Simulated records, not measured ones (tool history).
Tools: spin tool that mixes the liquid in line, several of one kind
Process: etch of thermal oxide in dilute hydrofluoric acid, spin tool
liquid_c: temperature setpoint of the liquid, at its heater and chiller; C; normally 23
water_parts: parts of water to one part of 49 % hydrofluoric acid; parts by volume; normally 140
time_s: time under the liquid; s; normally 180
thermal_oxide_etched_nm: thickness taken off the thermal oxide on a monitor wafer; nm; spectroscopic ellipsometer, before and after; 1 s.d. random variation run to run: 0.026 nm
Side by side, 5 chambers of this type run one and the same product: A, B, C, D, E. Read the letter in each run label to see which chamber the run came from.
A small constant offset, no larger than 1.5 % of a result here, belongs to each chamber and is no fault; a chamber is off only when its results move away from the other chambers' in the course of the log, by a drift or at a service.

| run | hour | liquid_c | water_parts | time_s | hours since the thermometer was replaced | hours since the hydrofluoric acid flow meter was replaced | read-back film thickness of the thermal oxide reference wafer, read on the same gauge (nm) | thermal_oxide_etched_nm |
|---|---|---|---|---|---|---|---|---|
| 1C | 3.7 | 23 | 140 | 180 | 1029.7 | 439.3 | 149.99 | 5.4787 |
| 2B | 6 | 23 | 140 | 180 | 423.4 | 179.9 | 150 | 5.5468 |
| 3A | 8.8 | 23 | 140 | 180 | 74.5 | 1181.1 | 150.02 | 5.4733 |
| 4D | 13.6 | 23 | 140 | 180 | 839.3 | 1075.8 | 150.01 | 5.5446 |
| 5E | 17.6 | 23 | 140 | 180 | 2090.3 | 1285.9 | 150.01 | 5.4771 |
| 6E | 21.3 | 23 | 140 | 180 | 2094 | 1289.6 | 149.99 | 5.4725 |
| 7B | 24.1 | 23 | 140 | 180 | 441.5 | 198 | 149.99 | 5.5427 |
| 8A | 27.4 | 23 | 140 | 180 | 93.1 | 1199.7 | 149.98 | 5.4739 |
| 9D | 29.7 | 23 | 140 | 180 | 855.4 | 1091.9 | 149.99 | 5.517 |
| 10C | 32.1 | 23 | 140 | 180 | 1058.1 | 467.7 | 150.04 | 5.4649 |
| 11B | 35.8 | 23 | 140 | 180 | 453.2 | 209.7 | 150.01 | 5.5454 |
| 12C | 40.3 | 23 | 140 | 180 | 1066.3 | 475.9 | 149.98 | 5.4744 |
| 13A | 44.1 | 23 | 140 | 180 | 109.8 | 1216.4 | 149.99 | 5.5621 |
| 14D | 46.7 | 23 | 140 | 180 | 872.4 | 1108.9 | 150.02 | 5.5724 |
| 15E | 49.4 | 23 | 140 | 180 | 2122.1 | 1317.7 | 150 | 5.456 |
| 16E | 52.7 | 26 | 140 | 100 | 2125.4 | 1321 | 150.01 | 3.3981 |
| 17C | 57.6 | 26 | 140 | 100 | 1083.6 | 493.2 | 150 | 3.4242 |
| 18D | 62.5 | 26 | 140 | 100 | 888.2 | 1124.7 | 150.01 | 3.4878 |
| 19A | 65.1 | 26 | 140 | 100 | 130.8 | 1237.4 | 150 | 3.4228 |
| 20B | 68.8 | 26 | 140 | 100 | 486.2 | 242.7 | 149.97 | 3.4596 |
| 21B | 71.2 | 23 | 140 | 180 | 488.6 | 245.1 | 149.98 | 5.572 |
| 22A | 73.7 | 23 | 140 | 180 | 139.4 | 1246 | 150.03 | 5.5222 |
| 23E | 78.2 | 23 | 140 | 180 | 2150.9 | 1346.5 | 149.99 | 5.4399 |
| 24D | 82 | 19 | 140 | 180 | 907.7 | 1144.2 | 150.01 | 4.8145 |
| 25C | 84.9 | 19 | 140 | 180 | 1110.9 | 520.5 | 149.98 | 4.6976 |
| 26A | 89.8 | 19 | 140 | 180 | 155.5 | 1262.1 | 149.99 | 4.6796 |
| 27C | 93.1 | 19 | 140 | 180 | 1119.1 | 528.7 | 149.99 | 4.6987 |
| 28D | 96.5 | 19 | 140 | 180 | 922.2 | 1158.7 | 150.01 | 4.8607 |
| 29B | 99 | 23 | 140 | 180 | 516.4 | 272.9 | 149.99 | 5.5928 |
| 30E | 102.4 | 23 | 140 | 180 | 2175.1 | 1370.7 | 150.02 | 5.3896 |
| 31C | 105.8 | 23 | 140 | 180 | 1131.8 | 541.4 | 150 | 5.497 |
| 32B | 110.7 | 23 | 140 | 180 | 528.1 | 284.6 | 150.01 | 5.5746 |
| 33D | 115 | 23 | 75 | 280 | 940.7 | 1177.2 | 150.01 | 18.322 |
| 34E | 117.6 | 23 | 75 | 280 | 2190.3 | 1385.9 | 150.01 | 17.137 |
| 35A | 121 | 23 | 75 | 280 | 186.7 | 1293.3 | 150.01 | 17.259 |
| 36C | 124 | 23 | 75 | 280 | 1150 | 559.6 | 149.99 | 17.31 |
| 37E | 127.3 | 23 | 75 | 280 | 2200 | 1395.6 | 150.01 | 17.066 |
| 38B | 131 | 23 | 140 | 180 | 548.4 | 304.9 | 150.02 | 5.5931 |
| 39D | 136 | 23 | 140 | 180 | 961.7 | 1198.2 | 149.98 | 5.7746 |
| 40A | 140.8 | 23 | 140 | 180 | 206.5 | 1313.1 | 150.02 | 5.5181 |

One chamber off, gauge drift, or nothing amiss beyond the chambers' own small offsets? If it is a chamber, which one, and what is the likeliest cause?

Chamber D drifts away from the others.
Likeliest cause: liquid hotter than its thermometer reads (K) = 1.28.
From this log alone, it may not be told apart from: hydrofluoric acid flow above the setpoint (%).

Here are 4 candidates for chamber D's next run, each the usual settings with a change, their results left as question marks. Which one brings its results back in line with what the others give on the usual settings?
A result is in line if it is within this distance of the other chambers' mean on the usual settings: thermal_oxide_etched_nm 0.091 nm
| 41D-1 | 144.5 | 22.5 | 140 | 180 |  |  |  | ? |
| 41D-2 | 144.5 | 23.5 | 140 | 180 |  |  |  | ? |
| 41D-3 | 144.5 | 24.5 | 140 | 180 |  |  |  | ? |
| 41D-4 | 144.5 | 23 | 140 | 170 |  |  |  | ? |

The mean the other chambers reach with the usual settings: thermal_oxide_etched_nm 5.4988 nm
| run | thermal_oxide_etched_nm |
|---|---|
| 41D-1 | 5.7009 |
| 41D-2 | 5.924 |
| 41D-3 | 6.1511 |
| 41D-4 | 5.4888 |
41D-4 brings the chamber back in line.

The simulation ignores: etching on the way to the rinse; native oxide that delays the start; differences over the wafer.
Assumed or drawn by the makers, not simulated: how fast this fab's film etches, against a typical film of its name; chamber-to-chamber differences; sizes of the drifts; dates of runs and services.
